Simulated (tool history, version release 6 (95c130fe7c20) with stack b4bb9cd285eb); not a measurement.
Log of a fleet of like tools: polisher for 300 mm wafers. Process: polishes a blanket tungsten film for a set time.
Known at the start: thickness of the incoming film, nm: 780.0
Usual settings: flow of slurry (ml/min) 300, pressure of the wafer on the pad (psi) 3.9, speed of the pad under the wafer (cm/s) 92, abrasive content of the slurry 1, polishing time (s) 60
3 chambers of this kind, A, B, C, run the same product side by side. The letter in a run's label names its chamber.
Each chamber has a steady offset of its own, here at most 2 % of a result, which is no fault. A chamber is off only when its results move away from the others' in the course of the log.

run   hour  flow of slurry (ml/min)  pressure of the wafer on the pad (psi)  speed of the pad under the wafer (cm/s)  abrasive content of the slurry  polishing time (s)  film removed (nm)
       2.2  -- chamber C: slurry blender recalibrated
 1C    3.9                      300                                     3.9                                       92                               1                  60             267.84
 2A     10                      300                                     3.9                                       92                               1                  60             274.35
 3B   13.4                      300                                     3.9                                       92                               1                  60             265.04
 4C   18.1                      300                                     3.9                                       92                               1                  60             270.58
      19.3  -- chamber C: worn pad replaced by a new one
 5A   21.8                      300                                     3.9                                       92                               1                  60             273.06
 6B   25.7                      300                                     3.9                                       92                               1                  60             263.27
 7B   32.1                      300                                     3.9                                       92                               1                  60             263.02
 8A   35.1                      210                                     3.9                                       92                               1                  53             231.87
 9C   38.8                      210                                     3.9                                       92                               1                  53             228.11
10B   41.9                      210                                     3.9                                       92                               1                  53             225.62
      42.3  -- chamber B: worn pad replaced by a new one
      43.3  -- chamber A: slurry tank refilled with fresh slurry and peroxide
11C   47.9                      300                                     3.9                                       92                               1                  60             265.43
      53.6  -- chamber C: slurry nozzle cleaned
12A   54.7                      330                                     3.9                                       92                               1                  60             276.81
      55.3  -- chamber B: slurry tank refilled with fresh slurry and peroxide
13C   58.9                      330                                     3.9                                       92                               1                  60             270.38
      61.6  -- chamber A: worn pad replaced by a new one
14A   62.6                      330                                     3.9                                       92                               1                  60             277.36
15B   68.4                      300                                     3.9                                       92                               1                  60             272.63
16B   72.5                      300                                     3.9                                       92                               1                  60              270.3
17C   76.6                      350                                     3.9                                       68                               1                  60             198.59
18A     83                      350                                     3.9                                       68                               1                  60             202.88
        86  -- chamber A: slurry tank refilled with fresh slurry and peroxide
19C   89.3                      350                                     3.9                                       68                               1                  60             199.05
20B   95.9                      300                                     3.9                                       68                               1                  77              258.8
21A  100.8                      300                                     3.9                                       68                               1                  77             254.14
22C  103.8                      300                                     3.9                                       68                               1                  77              260.6
23B  109.1                      300                                     3.9                                       92                               1                  60             264.89
       114  -- chamber B: slurry tank refilled with fresh slurry and peroxide
24A  114.2                      300                                     3.9                                       92                               1                  60             271.62
     118.7  -- chamber A: head pressure recalibrated
25A  120.7                      300                                     3.9                                       92                               1                  60              272.7
26B  126.7                      300                                     3.9                                       92                               1                  60             270.47
       127  -- chamber C: slurry tank refilled with fresh slurry and peroxide
27C  131.4                      300                                     3.9                                       92                             1.2                  60             279.51
     132.9  -- chamber A: slurry tank refilled with fresh slurry and peroxide
28B  136.3                      300                                     3.9                                       92                             1.2                  60             281.66
     140.1  -- chamber B: worn pad replaced by a new one
29C  141.5                      300                                     3.9                                       92                             1.2                  60             282.68
30A  146.7                      300                                     3.9                                       92                            0.75                  60             257.02
31B  153.2                      300                                     3.9                                       92                            0.75                  60             250.62
32C  159.3                      300                                     3.9                                       92                            0.75                  60             248.67
     163.5  -- chamber B: slurry blender recalibrated
33A  163.9                      300                                     3.9                                       92                               1                  60             277.38
34B  167.3                      300                                     3.9                                       92                               1                  60             267.17
35A  171.1                      300                                     3.9                                       92                               1                  60             271.66
36C  177.4                      300                                     3.9                                      104                               1                  71             364.35

Is one chamber off against the others, does the gauge drift, or is nothing wrong? If a chamber is off, say which, and what the likeliest cause is.

No chamber stands off beyond its own small offset, and the gauge holds steady.
